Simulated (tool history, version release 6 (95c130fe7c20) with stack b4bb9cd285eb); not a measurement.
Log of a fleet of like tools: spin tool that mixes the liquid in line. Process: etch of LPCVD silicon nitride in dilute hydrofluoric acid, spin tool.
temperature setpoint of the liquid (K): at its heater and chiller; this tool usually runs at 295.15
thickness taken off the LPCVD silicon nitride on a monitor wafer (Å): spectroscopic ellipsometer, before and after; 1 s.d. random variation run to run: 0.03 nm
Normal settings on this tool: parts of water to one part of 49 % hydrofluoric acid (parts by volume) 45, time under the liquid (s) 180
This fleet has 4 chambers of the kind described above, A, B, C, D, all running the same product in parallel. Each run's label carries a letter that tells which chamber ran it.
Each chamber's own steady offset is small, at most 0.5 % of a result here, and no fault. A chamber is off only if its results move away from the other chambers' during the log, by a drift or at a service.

run   hour  temperature setpoint of the liquid (K)  parts of water to one part of 49 % hydrofluoric acid (parts by volume)  time under the liquid (s)  hours since the thermometer was replaced  hours since the hydrofluoric acid flow meter was replaced  read-back film thickness of the LPCVD silicon nitride reference wafer, read on the same gauge (nm)  thickness taken off the LPCVD silicon nitride on a monitor wafer (Å)
 1D    4.1                                  295.15                                                                      45                        180                                    1055.1                                                      121.8                                                                                              140.01                                                                17.234
 2A   10.4                                  295.15                                                                      45                        180                                     436.7                                                      328.8                                                                                              139.97                                                                17.551
 3B   14.3                                  295.15                                                                      45                        180                                    1092.5                                                     1930.5                                                                                              140.04                                                                18.202
 4C   21.1                                  295.15                                                                      45                        180                                     793.8                                                     1030.6                                                                                              139.98                                                                17.755
 5C   26.4                                  295.15                                                                      45                        180                                     799.1                                                     1035.9                                                                                              140.01                                                                 17.58
 6A   31.7                                  295.15                                                                      45                        180                                       458                                                      350.1                                                                                                 140                                                                17.698
 7D   36.4                                  295.15                                                                      45                        180                                    1087.4                                                      154.1                                                                                              140.02                                                                18.125
 8B     40                                  295.15                                                                      45                        180                                    1118.2                                                     1956.2                                                                                              140.01                                                                18.136
 9A   45.6                                  295.15                                                                      45                        180                                     471.9                                                        364                                                                                                 140                                                                17.707
10D   51.7                                  295.15                                                                      45                        180                                    1102.7                                                      169.4                                                                                                 140                                                                18.361
11C     58                                  295.15                                                                      45                        180                                     830.7                                                     1067.5                                                                                              140.01                                                                17.735
12B   64.4                                  295.15                                                                      45                        180                                    1142.6                                                     1980.6                                                                                              139.97                                                                18.445
13C   69.9                                  295.15                                                                      45                        180                                     842.6                                                     1079.4                                                                                              140.02                                                                17.914
14D   76.3                                  298.65                                                                      45                        250                                    1127.3                                                        194                                                                                              139.99                                                                31.448
15B     80                                  298.65                                                                      45                        250                                    1158.2                                                     1996.2                                                                                              139.97                                                                33.072
16A   83.4                                  298.65                                                                      45                        250                                     509.7                                                      401.8                                                                                              140.02                                                                33.808
17B   90.4                                  298.65                                                                      45                        250                                    1168.6                                                     2006.6                                                                                                 140                                                                32.168
18A     96                                  295.15                                                                      45                        180                                     522.3                                                      414.4                                                                                                 140                                                                19.183
19D   99.4                                  295.15                                                                      45                        180                                    1150.4                                                      217.1                                                                                              140.02                                                                18.477
20C  106.2                                  295.15                                                                      45                        180                                     878.9                                                     1115.7                                                                                                 140                                                                17.594
21C  113.4                                  295.15                                                                      45                        180                                     886.1                                                     1122.9                                                                                                 140                                                                17.877
22A  119.3                                  295.15                                                                      45                        180                                     545.6                                                      437.7                                                                                              139.98                                                                19.715
23D  125.9                                  295.15                                                                      45                        180                                    1176.9                                                      243.6                                                                                              140.01                                                                 18.35
24B  131.1                                  295.15                                                                      45                        180                                    1209.3                                                     2047.3                                                                                                 140                                                                18.699
25D  136.5                                  295.15                                                                      45                        180                                    1187.5                                                      254.2                                                                                                 140                                                                18.168
26A  143.4                                  295.15                                                                      45                        180                                     569.7                                                      461.8                                                                                              139.97                                                                19.734
     146.8  -- chamber B: hydrofluoric acid flow meter replaced
27C  147.5                                  295.15                                                                      45                        180                                     920.2                                                       1157                                                                                              140.01                                                                18.131
28B  154.1                                  298.65                                                                      45                        260                                    1232.3                                                        7.3                                                                                                 140                                                                33.873
29B  158.1                                  298.65                                                                      45                        260                                    1236.3                                                       11.3                                                                                              140.02                                                                 33.77
30D  165.4                                  298.65                                                                      45                        260                                    1216.4                                                      283.1                                                                                              140.02                                                                33.903
     166.4  -- chamber B: thermometer replaced
31A  172.5                                  298.65                                                                      45                        260                                     598.8                                                      490.9                                                                                              140.01                                                                37.062
32C  179.9                                  295.15                                                                      45                        180                                     952.6                                                     1189.4                                                                                              139.99                                                                17.457
33B  186.5                                  292.15                                                                      45                        270                                      20.2                                                       39.7                                                                                              139.98                                                                22.105
34D  192.8                                  292.15                                                                      45                        270                                    1243.8                                                      310.5                                                                                              140.01                                                                22.709
35C  197.5                                  292.15                                                                      45                        270                                     970.2                                                       1207                                                                                                 140                                                                21.388
36A  203.7                                  292.15                                                                      45                        270                                       630                                                      522.1                                                                                              140.02                                                                24.244
37A  209.5                                  295.15                                                                      45                        180                                     635.8                                                      527.9                                                                                              140.01                                                                20.716
38C  214.2                                  295.15                                                                      45                        180                                     986.9                                                     1223.7                                                                                              139.98                                                                17.768
39D    219                                  295.15                                                                      45                        180                                      1270                                                      336.7                                                                                              140.03                                                                17.826
40B  224.9                                  295.15                                                                      45                        180                                      58.6                                                       78.1                                                                                              140.01                                                                17.814
41C  231.4                                  295.15                                                                      45                        180                                    1004.1                                                     1240.9                                                                                              140.02                                                                18.063

The same settings go to every chamber for the next run, one line per chamber below. Forecast the results for each:
42A  236.8                                  298.15                                                                      45                        180                                                                                                                                                                                                                                                                              ?
42B  236.8                                  298.15                                                                      45                        180                                                                                                                                                                                                                                                                              ?
42C  236.8                                  298.15                                                                      45                        180                                                                                                                                                                                                                                                                              ?
42D  236.8                                  298.15                                                                      45                        180                                                                                                                                                                                                                                                                              ?

run  thickness taken off the LPCVD silicon nitride on a monitor wafer (Å)
42A                                                                25.689
42B                                                                22.327
42C                                                                21.498
42D                                                                21.565
